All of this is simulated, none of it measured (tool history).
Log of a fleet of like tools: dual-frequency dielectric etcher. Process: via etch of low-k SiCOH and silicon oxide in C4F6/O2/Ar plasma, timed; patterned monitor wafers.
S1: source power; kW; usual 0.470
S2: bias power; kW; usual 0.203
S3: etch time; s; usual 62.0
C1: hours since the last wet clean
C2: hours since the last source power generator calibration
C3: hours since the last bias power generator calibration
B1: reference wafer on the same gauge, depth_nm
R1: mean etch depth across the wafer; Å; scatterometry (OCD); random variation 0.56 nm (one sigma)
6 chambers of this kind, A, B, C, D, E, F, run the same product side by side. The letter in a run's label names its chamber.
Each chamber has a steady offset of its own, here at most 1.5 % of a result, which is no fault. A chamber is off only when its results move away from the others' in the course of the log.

run 1F hour=9.2 | S1=0.470 S2=0.203 S3=62.0 | C1=34.9 C2=2431.4 C3=1018.4 | B1=180.99 | R1=1798.3
run 2C hour=20.5 | S1=0.470 S2=0.203 S3=62.0 | C1=352.8 C2=3595.4 C3=187.6 | B1=180.98 | R1=1783.1
-- hour=25.2 chamber A: wet clean of the chamber
run 3E hour=31.4 | S1=0.470 S2=0.203 S3=62.0 | C1=147.2 C2=478.4 C3=134.1 | B1=180.94 | R1=1777.5
-- hour=35.4 chamber C: wet clean of the chamber
run 4D hour=40.2 | S1=0.470 S2=0.203 S3=62.0 | C1=486.8 C2=308.0 C3=2967.9 | B1=180.90 | R1=1783.2
run 5B hour=49.9 | S1=0.470 S2=0.203 S3=62.0 | C1=339.9 C2=1865.2 C3=873.7 | B1=181.04 | R1=1794.4
run 6A hour=61.5 | S1=0.470 S2=0.203 S3=62.0 | C1=36.4 C2=1190.2 C3=3272.2 | B1=181.10 | R1=1799.8
-- hour=71.1 chamber D: wet clean of the chamber
run 7B hour=74.7 | S1=0.470 S2=0.203 S3=62.0 | C1=364.7 C2=1890.0 C3=898.5 | B1=180.80 | R1=1796.0
run 8A hour=80.8 | S1=0.470 S2=0.203 S3=62.0 | C1=55.7 C2=1209.5 C3=3291.5 | B1=181.08 | R1=1795.8
run 9E hour=88.7 | S1=0.470 S2=0.203 S3=62.0 | C1=204.5 C2=535.7 C3=191.4 | B1=180.89 | R1=1768.1
run 10C hour=95.5 | S1=0.470 S2=0.203 S3=62.0 | C1=60.1 C2=3670.4 C3=262.6 | B1=180.92 | R1=1788.1
run 11D hour=108.8 | S1=0.470 S2=0.203 S3=62.0 | C1=37.8 C2=376.6 C3=3036.5 | B1=181.08 | R1=1785.6
run 12F hour=114.7 | S1=0.470 S2=0.165 S3=62.0 | C1=140.4 C2=2536.9 C3=1123.9 | B1=181.03 | R1=1676.0
run 13F hour=122.9 | S1=0.470 S2=0.165 S3=62.0 | C1=148.6 C2=2545.1 C3=1132.1 | B1=181.05 | R1=1671.2
run 14E hour=132.2 | S1=0.470 S2=0.165 S3=62.0 | C1=248.0 C2=579.2 C3=234.9 | B1=181.03 | R1=1663.9
run 15A hour=138.9 | S1=0.470 S2=0.165 S3=62.0 | C1=113.8 C2=1267.6 C3=3349.6 | B1=181.01 | R1=1684.7
run 16D hour=151.3 | S1=0.470 S2=0.165 S3=62.0 | C1=80.3 C2=419.1 C3=3079.0 | B1=181.01 | R1=1670.1
run 17C hour=157.3 | S1=0.470 S2=0.165 S3=62.0 | C1=121.9 C2=3732.2 C3=324.4 | B1=180.80 | R1=1670.2
run 18B hour=163.8 | S1=0.470 S2=0.203 S3=62.0 | C1=453.8 C2=1979.1 C3=987.6 | B1=181.06 | R1=1804.5
run 19F hour=175.1 | S1=0.470 S2=0.203 S3=62.0 | C1=200.8 C2=2597.3 C3=1184.3 | B1=180.94 | R1=1797.9
-- hour=180.8 chamber B: wet clean of the chamber
run 20A hour=184.1 | S1=0.470 S2=0.203 S3=62.0 | C1=159.0 C2=1312.8 C3=3394.8 | B1=180.95 | R1=1803.5
run 21B hour=194.5 | S1=0.470 S2=0.203 S3=62.0 | C1=13.7 C2=2009.8 C3=1018.3 | B1=180.87 | R1=1794.5
run 22E hour=205.4 | S1=0.470 S2=0.203 S3=62.0 | C1=321.2 C2=652.4 C3=308.1 | B1=181.15 | R1=1787.4
run 23C hour=211.4 | S1=0.470 S2=0.203 S3=62.0 | C1=176.0 C2=3786.3 C3=378.5 | B1=181.14 | R1=1787.4
run 24D hour=222.0 | S1=0.470 S2=0.203 S3=62.0 | C1=151.0 C2=489.8 C3=3149.7 | B1=181.10 | R1=1791.5
run 25B hour=232.4 | S1=0.470 S2=0.203 S3=62.0 | C1=51.6 C2=2047.7 C3=1056.2 | B1=180.97 | R1=1795.1
run 26F hour=242.4 | S1=0.470 S2=0.203 S3=62.0 | C1=268.1 C2=2664.6 C3=1251.6 | B1=180.97 | R1=1792.8
run 27A hour=250.2 | S1=0.470 S2=0.203 S3=62.0 | C1=225.1 C2=1378.9 C3=3460.9 | B1=180.95 | R1=1799.9
run 28D hour=261.7 | S1=0.470 S2=0.203 S3=62.0 | C1=190.7 C2=529.5 C3=3189.4 | B1=180.96 | R1=1795.2
run 29E hour=268.2 | S1=0.470 S2=0.203 S3=62.0 | C1=384.0 C2=715.2 C3=370.9 | B1=181.12 | R1=1807.4
run 30C hour=275.9 | S1=0.470 S2=0.203 S3=62.0 | C1=240.5 C2=3850.8 C3=443.0 | B1=180.96 | R1=1786.4
-- hour=278.5 chamber C: source power generator calibrated
run 31A hour=286.7 | S1=0.470 S2=0.203 S3=62.0 | C1=261.6 C2=1415.4 C3=3497.4 | B1=180.90 | R1=1795.1
run 32C hour=298.4 | S1=0.470 S2=0.203 S3=62.0 | C1=263.0 C2=20.0 C3=465.5 | B1=181.10 | R1=1797.2
run 33E hour=310.8 | S1=0.470 S2=0.203 S3=62.0 | C1=426.6 C2=757.8 C3=413.5 | B1=180.97 | R1=1798.4
run 34D hour=324.2 | S1=0.360 S2=0.203 S3=47.5 | C1=253.2 C2=592.0 C3=3251.9 | B1=180.91 | R1=1232.5
run 35B hour=332.3 | S1=0.360 S2=0.203 S3=47.5 | C1=151.5 C2=2147.6 C3=1156.1 | B1=180.88 | R1=1237.0
run 36F hour=340.5 | S1=0.360 S2=0.203 S3=47.5 | C1=366.2 C2=2762.7 C3=1349.7 | B1=180.88 | R1=1243.7
run 37D hour=349.9 | S1=0.360 S2=0.203 S3=47.5 | C1=278.9 C2=617.7 C3=3277.6 | B1=181.02 | R1=1236.6
run 38C hour=355.8 | S1=0.360 S2=0.203 S3=47.5 | C1=320.4 C2=77.4 C3=522.9 | B1=181.07 | R1=1242.7
run 39E hour=363.9 | S1=0.360 S2=0.203 S3=47.5 | C1=479.7 C2=810.9 C3=466.6 | B1=181.11 | R1=1261.4

What goes on in this fleet: one chamber off, a drifting gauge, or nothing beyond the chambers' own small offsets? Name the chamber and the cause, if any.

Chamber E drifts away from the others.
Cause: etch rate over this chamber's usual, % = 2.94.

Here are 4 candidates for chamber E's next run, each the usual settings with a change, their results left as question marks. Which one brings its results back in line with what the others give on the usual settings?
In line means no further than this from the other chambers' mean on the usual settings: R1 20.0 Å
run 40E-1 hour=373.6 | S1=0.430 S2=0.203 S3=62.0 | R1=?
run 40E-2 hour=373.6 | S1=0.470 S2=0.204 S3=64.0 | R1=?
run 40E-3 hour=373.6 | S1=0.470 S2=0.204 S3=63.0 | R1=?
run 40E-4 hour=373.6 | S1=0.470 S2=0.202 S3=61.0 | R1=?

The other chambers' mean on the usual settings: R1 1792.0 Å
run=40E-1 R1=1761.2
run=40E-2 R1=1884.8
run=40E-3 R1=1855.4
run=40E-4 R1=1790.8
40E-4 brings the chamber back in line.
